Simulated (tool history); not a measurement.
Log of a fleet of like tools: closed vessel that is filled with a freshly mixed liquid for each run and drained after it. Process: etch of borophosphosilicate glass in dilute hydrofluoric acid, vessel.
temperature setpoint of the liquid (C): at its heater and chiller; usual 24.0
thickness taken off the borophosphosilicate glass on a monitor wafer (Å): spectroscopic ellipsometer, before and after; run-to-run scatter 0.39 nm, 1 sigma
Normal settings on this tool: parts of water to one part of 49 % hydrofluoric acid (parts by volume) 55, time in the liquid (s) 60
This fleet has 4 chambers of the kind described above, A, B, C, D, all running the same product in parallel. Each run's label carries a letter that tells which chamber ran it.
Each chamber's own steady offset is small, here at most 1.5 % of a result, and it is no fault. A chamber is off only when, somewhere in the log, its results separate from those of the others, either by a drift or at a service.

| run | day | temperature setpoint of the liquid (C) | parts of water to one part of 49 % hydrofluoric acid (parts by volume) | time in the liquid (s) | hours since the thermometer was replaced | hours since the hydrofluoric acid flow meter was replaced | read-back film thickness of the borophosphosilicate glass reference wafer, read on the same gauge (nm) | thickness taken off the borophosphosilicate glass on a monitor wafer (Å) |
|---|---|---|---|---|---|---|---|---|
| 1B | 0.475 | 24.0 | 55 | 60 | 205.3 | 358.7 | 100.010 | 599.50 |
|  | 0.696 | chamber C: thermometer replaced |
| 2D | 0.725 | 24.0 | 55 | 60 | 120.9 | 700.1 | 99.984 | 609.18 |
| 3A | 1.196 | 24.0 | 55 | 60 | 536.2 | 488.3 | 100.020 | 596.50 |
| 4C | 1.562 | 24.0 | 55 | 60 | 20.9 | 251.8 | 100.000 | 608.37 |
| 5D | 1.912 | 24.0 | 55 | 60 | 149.4 | 728.6 | 99.991 | 618.17 |
| 6C | 2.321 | 24.0 | 55 | 60 | 39.1 | 270.0 | 99.975 | 610.77 |
| 7A | 2.571 | 22.5 | 55 | 70 | 569.2 | 521.3 | 99.988 | 654.35 |
| 8B | 3.038 | 22.5 | 55 | 70 | 266.8 | 420.2 | 100.040 | 667.71 |
| 9C | 3.304 | 22.5 | 55 | 70 | 62.7 | 293.6 | 100.000 | 657.77 |
| 10B | 3.596 | 22.5 | 55 | 70 | 280.2 | 433.6 | 99.995 | 664.44 |
|  | 3.962 | chamber D: hydrofluoric acid flow meter replaced |
| 11D | 4.088 | 24.0 | 55 | 60 | 201.6 | 3.0 | 100.010 | 609.07 |
| 12A | 4.508 | 24.0 | 55 | 60 | 615.7 | 567.8 | 100.010 | 578.46 |
| 13D | 4.975 | 24.0 | 55 | 60 | 222.9 | 24.3 | 99.987 | 616.15 |
| 14B | 5.375 | 24.0 | 55 | 60 | 322.9 | 476.3 | 100.010 | 600.03 |
| 15A | 5.712 | 24.0 | 55 | 60 | 644.6 | 596.7 | 99.997 | 572.26 |
| 16C | 6.125 | 20.5 | 30 | 60 | 130.4 | 361.3 | 100.010 | 987.30 |
| 17A | 6.571 | 20.5 | 30 | 60 | 665.2 | 617.3 | 100.020 | 936.72 |
| 18C | 6.950 | 20.5 | 30 | 60 | 150.2 | 381.1 | 100.020 | 983.83 |
| 19D | 7.221 | 20.5 | 30 | 60 | 276.8 | 78.2 | 100.010 | 987.84 |
| 20B | 7.562 | 24.0 | 55 | 60 | 375.4 | 528.8 | 99.996 | 606.34 |
| 21A | 7.996 | 24.0 | 55 | 60 | 699.4 | 651.5 | 99.966 | 556.42 |
| 22D | 8.312 | 24.0 | 55 | 60 | 303.0 | 104.4 | 100.010 | 607.07 |
| 23B | 8.762 | 24.0 | 55 | 60 | 404.2 | 557.6 | 100.020 | 602.62 |
| 24C | 9.158 | 24.0 | 55 | 60 | 203.2 | 434.1 | 99.993 | 601.50 |

One chamber off, gauge drift, or nothing amiss beyond the chambers' own small offsets? If it is a chamber, which one, and what is the likeliest cause?

Chamber A drifts away from the others.
What lies behind it: liquid colder than its thermometer reads (K) = 2.16.
The log may not tell that from: hydrofluoric acid flow below the setpoint (%).

Here are 4 candidates for chamber A's next run, each the usual settings with a change, their results left as question marks. Which one brings its results back in line with what the others give on the usual settings?
In-line tolerance around the mean of the other chambers on the usual settings: thickness taken off the borophosphosilicate glass on a monitor wafer (Å) 14.00
| 25A-1 | 9.512 | 23.0 | 55 | 60 |  |  |  | ? |
| 25A-2 | 9.512 | 24.0 | 60 | 60 |  |  |  | ? |
| 25A-3 | 9.512 | 26.5 | 55 | 60 |  |  |  | ? |
| 25A-4 | 9.512 | 25.0 | 55 | 60 |  |  |  | ? |

The other chambers' mean on the usual settings: thickness taken off the borophosphosilicate glass on a monitor wafer (Å) 606.45
| run | thickness taken off the borophosphosilicate glass on a monitor wafer (Å) |
|---|---|
| 25A-1 | 525.81 |
| 25A-2 | 498.89 |
| 25A-3 | 606.41 |
| 25A-4 | 570.83 |
With 25A-3, the chamber falls back in line with the rest.
